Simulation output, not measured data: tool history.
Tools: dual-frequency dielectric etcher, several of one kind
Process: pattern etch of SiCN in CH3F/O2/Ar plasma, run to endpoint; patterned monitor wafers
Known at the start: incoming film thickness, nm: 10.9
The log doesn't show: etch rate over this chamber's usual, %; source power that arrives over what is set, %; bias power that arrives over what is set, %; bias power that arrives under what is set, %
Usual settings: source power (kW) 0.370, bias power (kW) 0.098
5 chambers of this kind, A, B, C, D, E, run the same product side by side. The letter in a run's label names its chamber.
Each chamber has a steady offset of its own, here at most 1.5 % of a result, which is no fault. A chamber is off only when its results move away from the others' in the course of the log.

run,hour,source power (kW),bias power (kW),hours since the last wet clean,hours since the last source power generator calibration,hours since the last bias power generator calibration,endpoint time (s)
1A,10.3,0.370,0.098,113.9,1669.0,317.7,26.834
2D,24.4,0.370,0.098,304.5,1225.1,892.2,26.483
3C,39.0,0.370,0.098,424.1,686.3,729.9,26.769
4E,53.6,0.370,0.098,358.0,3060.7,3655.8,26.655
5B,61.5,0.370,0.098,511.5,232.4,2874.3,26.817
6E,67.9,0.370,0.098,372.3,3075.0,3670.1,26.787
7B,81.1,0.370,0.098,531.1,252.0,2893.9,26.958
# hour 88.5: chamber C: wet clean of the chamber
8D,90.7,0.370,0.098,370.8,1291.4,958.5,26.191
9C,102.0,0.370,0.098,13.5,749.3,792.9,26.547
10A,114.8,0.370,0.098,218.4,1773.5,422.2,26.754
11D,125.3,0.370,0.109,405.4,1326.0,993.1,25.297
12E,138.7,0.370,0.109,443.1,3145.8,3740.9,25.670
13C,146.4,0.370,0.109,57.9,793.7,837.3,25.748
14B,159.4,0.370,0.109,609.4,330.3,2972.2,25.770
15A,165.8,0.370,0.109,269.4,1824.5,473.2,25.760
# hour 166.6: chamber B: wet clean of the chamber
16A,179.1,0.370,0.098,282.7,1837.8,486.5,26.717
# hour 179.2: chamber E: wet clean of the chamber
17E,192.5,0.370,0.098,13.3,3199.6,3794.7,26.944
18C,200.2,0.370,0.098,111.7,847.5,891.1,26.992
19D,207.5,0.370,0.098,487.6,1408.2,1075.3,25.958
20B,214.8,0.370,0.098,48.2,385.7,3027.6,27.044
21C,223.8,0.370,0.098,135.3,871.1,914.7,26.726
22D,237.1,0.370,0.098,517.2,1437.8,1104.9,25.638
23A,246.6,0.370,0.098,350.2,1905.3,554.0,26.657
24E,253.9,0.310,0.098,74.7,3261.0,3856.1,28.600
25B,261.1,0.310,0.098,94.5,432.0,3073.9,28.729
26D,273.2,0.310,0.098,553.3,1473.9,1141.0,27.115
# hour 274.5: chamber E: source power generator calibrated
27B,285.5,0.310,0.098,118.9,456.4,3098.3,28.549
28A,294.5,0.310,0.098,398.1,1953.2,601.9,28.733
29E,303.6,0.370,0.098,124.4,29.2,3905.8,26.811
30C,312.8,0.370,0.098,224.3,960.1,1003.7,26.578

All 5 chambers run these settings next. Forecast each chamber's results:
31A,323.3,0.370,0.121,,,,?
31B,323.3,0.370,0.121,,,,?
31C,323.3,0.370,0.121,,,,?
31D,323.3,0.370,0.121,,,,?
31E,323.3,0.370,0.121,,,,?

run,endpoint time (s)
31A,24.705
31B,24.716
31C,24.480
31D,23.379
31E,24.504

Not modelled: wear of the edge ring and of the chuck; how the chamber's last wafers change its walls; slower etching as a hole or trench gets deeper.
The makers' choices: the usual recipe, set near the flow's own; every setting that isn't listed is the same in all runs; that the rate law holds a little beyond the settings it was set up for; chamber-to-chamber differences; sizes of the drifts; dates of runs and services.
